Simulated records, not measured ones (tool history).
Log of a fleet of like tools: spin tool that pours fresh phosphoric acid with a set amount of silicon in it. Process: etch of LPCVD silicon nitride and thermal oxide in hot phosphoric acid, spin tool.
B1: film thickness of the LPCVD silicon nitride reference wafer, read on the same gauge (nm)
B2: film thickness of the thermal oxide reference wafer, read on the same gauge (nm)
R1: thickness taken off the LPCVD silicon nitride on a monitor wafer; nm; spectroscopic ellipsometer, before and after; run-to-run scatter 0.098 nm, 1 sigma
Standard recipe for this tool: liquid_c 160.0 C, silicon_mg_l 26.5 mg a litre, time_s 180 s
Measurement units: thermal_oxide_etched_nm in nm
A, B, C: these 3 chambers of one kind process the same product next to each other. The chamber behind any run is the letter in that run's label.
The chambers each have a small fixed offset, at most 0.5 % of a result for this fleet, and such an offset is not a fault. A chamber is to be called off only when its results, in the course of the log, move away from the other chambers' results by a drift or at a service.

{"run": "1B", "hour": 6.8, "liquid_c": 160.0, "silicon_mg_l": 26.5, "time_s": 180, "B1": 30.049, "B2": 80.044, "R1": 15.762, "thermal_oxide_etched_nm": 0.28498}
{"run": "2C", "hour": 12.9, "liquid_c": 160.0, "silicon_mg_l": 26.5, "time_s": 180, "B1": 30.027, "B2": 79.995, "R1": 15.91, "thermal_oxide_etched_nm": 0.24288}
{"run": "3A", "hour": 20.6, "liquid_c": 160.0, "silicon_mg_l": 26.5, "time_s": 180, "B1": 30.029, "B2": 79.992, "R1": 15.86, "thermal_oxide_etched_nm": 0.27258}
{"run": "4B", "hour": 25.9, "liquid_c": 160.0, "silicon_mg_l": 26.5, "time_s": 180, "B1": 29.958, "B2": 79.978, "R1": 15.776, "thermal_oxide_etched_nm": 0.25895}
{"run": "5C", "hour": 33.0, "liquid_c": 160.0, "silicon_mg_l": 26.5, "time_s": 180, "B1": 30.04, "B2": 79.995, "R1": 16.061, "thermal_oxide_etched_nm": 0.25724}
{"run": "6A", "hour": 37.9, "liquid_c": 160.0, "silicon_mg_l": 26.5, "time_s": 180, "B1": 29.999, "B2": 79.935, "R1": 15.842, "thermal_oxide_etched_nm": 0.22879}
{"run": "7B", "hour": 45.0, "liquid_c": 160.0, "silicon_mg_l": 26.5, "time_s": 180, "B1": 30.024, "B2": 80.012, "R1": 15.897, "thermal_oxide_etched_nm": 0.27403}
{"run": "8C", "hour": 51.0, "liquid_c": 160.0, "silicon_mg_l": 26.5, "time_s": 180, "B1": 30.009, "B2": 79.989, "R1": 15.942, "thermal_oxide_etched_nm": 0.21112}
{"run": "9A", "hour": 57.0, "liquid_c": 160.0, "silicon_mg_l": 26.5, "time_s": 180, "B1": 29.983, "B2": 79.983, "R1": 15.951, "thermal_oxide_etched_nm": 0.23277}
{"run": "10C", "hour": 63.1, "liquid_c": 160.0, "silicon_mg_l": 26.5, "time_s": 180, "B1": 30.022, "B2": 80.025, "R1": 15.805, "thermal_oxide_etched_nm": 0.29538}
{"run": "11A", "hour": 70.7, "liquid_c": 160.0, "silicon_mg_l": 26.5, "time_s": 180, "B1": 30.007, "B2": 79.99, "R1": 15.792, "thermal_oxide_etched_nm": 0.25275}
{"run": "12B", "hour": 77.8, "liquid_c": 160.0, "silicon_mg_l": 26.5, "time_s": 265, "B1": 29.985, "B2": 79.959, "R1": 23.913, "thermal_oxide_etched_nm": 0.35756}
{"run": "13B", "hour": 84.5, "liquid_c": 160.0, "silicon_mg_l": 26.5, "time_s": 265, "B1": 30.015, "B2": 79.995, "R1": 23.772, "thermal_oxide_etched_nm": 0.38222}
{"run": "14A", "hour": 89.7, "liquid_c": 160.0, "silicon_mg_l": 26.5, "time_s": 265, "B1": 29.965, "B2": 79.998, "R1": 23.086, "thermal_oxide_etched_nm": 0.38033}
{"run": "15C", "hour": 95.1, "liquid_c": 160.0, "silicon_mg_l": 26.5, "time_s": 180, "B1": 29.973, "B2": 80.02, "R1": 15.915, "thermal_oxide_etched_nm": 0.31386}
{"run": "16C", "hour": 102.7, "liquid_c": 160.0, "silicon_mg_l": 36.5, "time_s": 140, "B1": 30.007, "B2": 80.004, "R1": 12.449, "thermal_oxide_etched_nm": 0.13417}
{"run": "17A", "hour": 110.5, "liquid_c": 160.0, "silicon_mg_l": 36.5, "time_s": 140, "B1": 29.967, "B2": 79.99, "R1": 12.245, "thermal_oxide_etched_nm": 0.1535}
{"run": "18B", "hour": 114.4, "liquid_c": 160.0, "silicon_mg_l": 36.5, "time_s": 140, "B1": 29.953, "B2": 79.968, "R1": 12.845, "thermal_oxide_etched_nm": 0.12491}
{"run": "19C", "hour": 122.1, "liquid_c": 160.0, "silicon_mg_l": 26.5, "time_s": 180, "B1": 29.994, "B2": 79.985, "R1": 16.058, "thermal_oxide_etched_nm": 0.29886}
{"run": "20B", "hour": 129.3, "liquid_c": 160.0, "silicon_mg_l": 26.5, "time_s": 180, "B1": 30.016, "B2": 79.993, "R1": 16.562, "thermal_oxide_etched_nm": 0.20881}
{"run": "21A", "hour": 134.5, "liquid_c": 160.0, "silicon_mg_l": 26.5, "time_s": 100, "B1": 29.979, "B2": 80.023, "R1": 8.77, "thermal_oxide_etched_nm": 0.15524}
{"run": "22A", "hour": 139.1, "liquid_c": 160.0, "silicon_mg_l": 26.5, "time_s": 100, "B1": 30.031, "B2": 80.015, "R1": 8.9097, "thermal_oxide_etched_nm": 0.12534}
{"run": "23C", "hour": 145.2, "liquid_c": 160.0, "silicon_mg_l": 26.5, "time_s": 100, "B1": 30.017, "B2": 80.013, "R1": 8.9388, "thermal_oxide_etched_nm": 0.14878}
{"run": "24B", "hour": 150.9, "liquid_c": 160.0, "silicon_mg_l": 26.5, "time_s": 180, "B1": 29.967, "B2": 80.0, "R1": 16.678, "thermal_oxide_etched_nm": 0.22894}
{"run": "25A", "hour": 157.7, "liquid_c": 160.0, "silicon_mg_l": 26.5, "time_s": 180, "B1": 29.991, "B2": 80.016, "R1": 16.014, "thermal_oxide_etched_nm": 0.25886}
{"run": "26B", "hour": 161.9, "liquid_c": 160.0, "silicon_mg_l": 26.5, "time_s": 180, "B1": 29.996, "B2": 80.045, "R1": 16.901, "thermal_oxide_etched_nm": 0.26938}
{"hour": 163.2, "done": "chamber C: dissolved silicon flow meter replaced"}
{"run": "27C", "hour": 166.1, "liquid_c": 160.0, "silicon_mg_l": 26.5, "time_s": 180, "B1": 29.992, "B2": 79.992, "R1": 15.892, "thermal_oxide_etched_nm": 0.27398}
{"run": "28B", "hour": 173.6, "liquid_c": 162.5, "silicon_mg_l": 26.5, "time_s": 220, "B1": 29.999, "B2": 80.004, "R1": 22.551, "thermal_oxide_etched_nm": 0.37903}
{"run": "29A", "hour": 177.5, "liquid_c": 162.5, "silicon_mg_l": 26.5, "time_s": 220, "B1": 30.014, "B2": 79.984, "R1": 20.909, "thermal_oxide_etched_nm": 0.33049}
{"run": "30C", "hour": 184.3, "liquid_c": 162.5, "silicon_mg_l": 26.5, "time_s": 220, "B1": 30.048, "B2": 79.997, "R1": 21.333, "thermal_oxide_etched_nm": 0.32432}
{"run": "31C", "hour": 192.1, "liquid_c": 160.0, "silicon_mg_l": 26.5, "time_s": 125, "B1": 29.957, "B2": 79.96, "R1": 11.109, "thermal_oxide_etched_nm": 0.20836}
{"run": "32A", "hour": 198.5, "liquid_c": 160.0, "silicon_mg_l": 26.5, "time_s": 125, "B1": 29.986, "B2": 80.026, "R1": 11.014, "thermal_oxide_etched_nm": 0.18201}
{"run": "33B", "hour": 206.1, "liquid_c": 160.0, "silicon_mg_l": 26.5, "time_s": 125, "B1": 29.982, "B2": 80.067, "R1": 11.923, "thermal_oxide_etched_nm": 0.25103}

Decide between three cases: one chamber stands off from its peers, the gauge reading all wafers drifts, or nothing is wrong past each chamber's small offset. Where a chamber is off, say which and what most likely put it there.

It is chamber B that slowly wanders off from its peers.
What lies behind it: liquid hotter than its thermometer reads (K) = 2.37.

Here are 4 candidates for chamber B's next run, each the usual settings with a change, their results left as question marks. Which one brings its results back in line with what the others give on the usual settings?
Allowed miss from the other chambers' usual-settings mean, per result, to count as in line: R1 0.3400 nm; thermal_oxide_etched_nm 0.09300 nm
{"run": "34B-1", "hour": 211.7, "liquid_c": 160.0, "silicon_mg_l": 29.0, "time_s": 165, "R1": "?", "thermal_oxide_etched_nm": "?"}
{"run": "34B-2", "hour": 211.7, "liquid_c": 160.0, "silicon_mg_l": 31.5, "time_s": 155, "R1": "?", "thermal_oxide_etched_nm": "?"}
{"run": "34B-3", "hour": 211.7, "liquid_c": 160.0, "silicon_mg_l": 21.0, "time_s": 210, "R1": "?", "thermal_oxide_etched_nm": "?"}
{"run": "34B-4", "hour": 211.7, "liquid_c": 160.0, "silicon_mg_l": 24.0, "time_s": 195, "R1": "?", "thermal_oxide_etched_nm": "?"}

The mean the other chambers reach with the usual settings: R1 15.9000 nm; thermal_oxide_etched_nm 0.25690 nm
run=34B-1 R1=15.8130 thermal_oxide_etched_nm=0.26386
run=34B-2 R1=14.8540 thermal_oxide_etched_nm=0.22499
run=34B-3 R1=20.1250 thermal_oxide_etched_nm=0.43786
run=34B-4 R1=18.6880 thermal_oxide_etched_nm=0.37180
34B-1 brings the chamber back in line.

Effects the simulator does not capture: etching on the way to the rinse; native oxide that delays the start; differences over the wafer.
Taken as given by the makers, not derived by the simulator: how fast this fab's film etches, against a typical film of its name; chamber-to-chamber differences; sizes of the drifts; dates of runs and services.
